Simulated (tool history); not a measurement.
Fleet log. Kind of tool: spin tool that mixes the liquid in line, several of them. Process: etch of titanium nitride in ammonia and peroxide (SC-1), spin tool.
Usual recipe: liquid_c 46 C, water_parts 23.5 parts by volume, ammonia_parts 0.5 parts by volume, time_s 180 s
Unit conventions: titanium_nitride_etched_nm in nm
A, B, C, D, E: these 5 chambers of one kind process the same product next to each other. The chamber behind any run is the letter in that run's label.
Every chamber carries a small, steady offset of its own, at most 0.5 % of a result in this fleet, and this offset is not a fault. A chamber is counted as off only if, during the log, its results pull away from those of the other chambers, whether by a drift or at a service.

run     day  liquid_c  water_parts  ammonia_parts  time_s  hours since the thermometer was replaced  hours since the ammonia flow meter was replaced  hours since the heated supply line was repaired  hours since the drum of ammonia solution was connected  read-back film thickness of the titanium nitride reference wafer, read on the same gauge (nm)  titanium_nitride_etched_nm
 1E   0.546        46         23.5            0.5     180                                     876.6                                           1028.5                                            113.6                                                   334.5                                                                                         140.01                      4.6304
 2C   0.788        46         23.5            0.5     180                                    1356.7                                            226.4                                           1191.2                                                   633.8                                                                                         139.99                      4.6598
 3B    1.15        46         23.5            0.5     180                                     454.7                                             76.5                                           2169.9                                                    36.5                                                                                         139.97                      4.6993
 4A   1.683        46         23.5            0.5     180                                     914.8                                            439.7                                           1025.5                                                    59.6                                                                                         139.99                      4.6366
 5D   2.008        46         23.5            0.5     180                                     328.3                                            510.5                                           1808.4                                                     326                                                                                         139.99                      4.7008
 6C    2.55        46         23.5            0.5     180                                      1399                                            268.7                                           1233.5                                                   676.1                                                                                            140                      4.6083
 7E   2.921        46         23.5            0.5     180                                     933.6                                           1085.5                                            170.6                                                   391.5                                                                                         140.01                      4.6263
 8D   3.246        46         23.5            0.5     180                                       358                                            540.2                                           1838.1                                                   355.7                                                                                         140.01                      4.6468
 9A   3.621        46         23.5            0.5     180                                     961.3                                            486.2                                             1072                                                   106.1                                                                                         139.98                      4.7116
      3.638  -- chamber C: new drum of ammonia solution connected
      3.788  -- chamber A: heated supply line repaired
10B   4.133        46         23.5            0.5     180                                     526.3                                            148.1                                           2241.5                                                   108.1                                                                                            140                      4.6624
11B   4.588        46         23.5            0.5     180                                     537.2                                              159                                           2252.4                                                     119                                                                                            140                      4.6425
12C   5.004        46         23.5            0.5     180                                    1457.9                                            327.6                                           1292.4                                                    32.8                                                                                         139.97                       4.618
13D   5.367        46         23.5            0.5     180                                     408.9                                            591.1                                             1889                                                   406.6                                                                                         139.99                      4.6481
14E   5.696        46           32           0.35     180                                    1000.2                                           1152.1                                            237.2                                                   458.1                                                                                         140.01                      3.5304
15A   6.083        46           32           0.35     180                                    1020.4                                            545.3                                             55.1                                                   165.2                                                                                         139.99                      3.7203
16E   6.371        46           32           0.35     180                                    1016.4                                           1168.3                                            253.4                                                   474.3                                                                                         140.01                      3.5378
17B   6.683        46           32           0.35     180                                     587.5                                            209.3                                           2302.7                                                   169.3                                                                                            140                      3.6262
18D   7.175        46           32           0.35     180                                     452.3                                            634.5                                           1932.4                                                     450                                                                                         140.01                      3.6445
19C   7.546        46         23.5            0.5     180                                    1518.9                                            388.6                                           1353.4                                                    93.8                                                                                         139.98                      4.6884
20A   8.083        46         23.5            0.5     180                                    1068.4                                            593.3                                            103.1                                                   213.2                                                                                            140                      4.7129
21D   8.517        46         23.5            0.5     180                                     484.5                                            666.7                                           1964.6                                                   482.2                                                                                            140                      4.5993
22B     8.8        46         23.5            0.5     180                                     638.3                                            260.1                                           2353.5                                                   220.1                                                                                            140                      4.6606
23E   9.133        46         23.5            0.5     180                                    1082.7                                           1234.6                                            319.7                                                   540.6                                                                                         139.99                      4.3724
24A   9.479      51.5         23.5            0.5     180                                    1101.9                                            626.8                                            136.6                                                   246.7                                                                                         140.01                      6.9493
      9.688  -- chamber E: ammonia flow meter replaced
25C   9.746      51.5         23.5            0.5     180                                    1571.7                                            441.4                                           1406.2                                                   146.6                                                                                            140                      6.8027
26B  10.038      51.5         23.5            0.5     180                                       668                                            289.8                                           2383.2                                                   249.8                                                                                         140.01                       6.821
27A  10.383      51.5         23.5            0.5     180                                    1123.6                                            648.5                                            158.3                                                   268.4                                                                                         139.99                      6.9441
28C  10.712      51.5         23.5            0.5     180                                    1594.9                                            464.6                                           1429.4                                                   169.8                                                                                            140                      6.7862
29D  11.054        46         23.5            0.5     180                                     545.4                                            727.6                                           2025.5                                                   543.1                                                                                            140                      4.6535
30E  11.329        46         23.5            0.5     180                                    1135.4                                             39.5                                            372.4                                                   593.3                                                                                         139.98                      4.3354
31B  11.792        46         23.5            0.5     180                                     710.1                                            331.9                                           2425.3                                                   291.9                                                                                         140.01                      4.6694
32E  12.308        46         23.5            0.5     180                                    1158.9                                               63                                            395.9                                                   616.8                                                                                         139.99                      4.3124
33A  12.796        46         23.5            0.5     180                                    1181.5                                            706.4                                            216.2                                                   326.3                                                                                         140.01                      4.7553
34D  13.212        46         23.5            0.5     180                                     597.2                                            779.4                                           2077.3                                                   594.9                                                                                            140                      4.6144

Each of the 5 chambers runs these same settings next. Fill in every chamber's results:
35A  13.617        46         23.5            0.5     180                                                                                                                                                                                                                                                                                                                              ?
35B  13.617        46         23.5            0.5     180                                                                                                                                                                                                                                                                                                                              ?
35C  13.617        46         23.5            0.5     180                                                                                                                                                                                                                                                                                                                              ?
35D  13.617        46         23.5            0.5     180                                                                                                                                                                                                                                                                                                                              ?
35E  13.617        46         23.5            0.5     180                                                                                                                                                                                                                                                                                                                              ?

run  titanium_nitride_etched_nm
35A                      4.6786
35B                      4.7134
35C                      4.6817
35D                      4.6463
35E                      4.2383
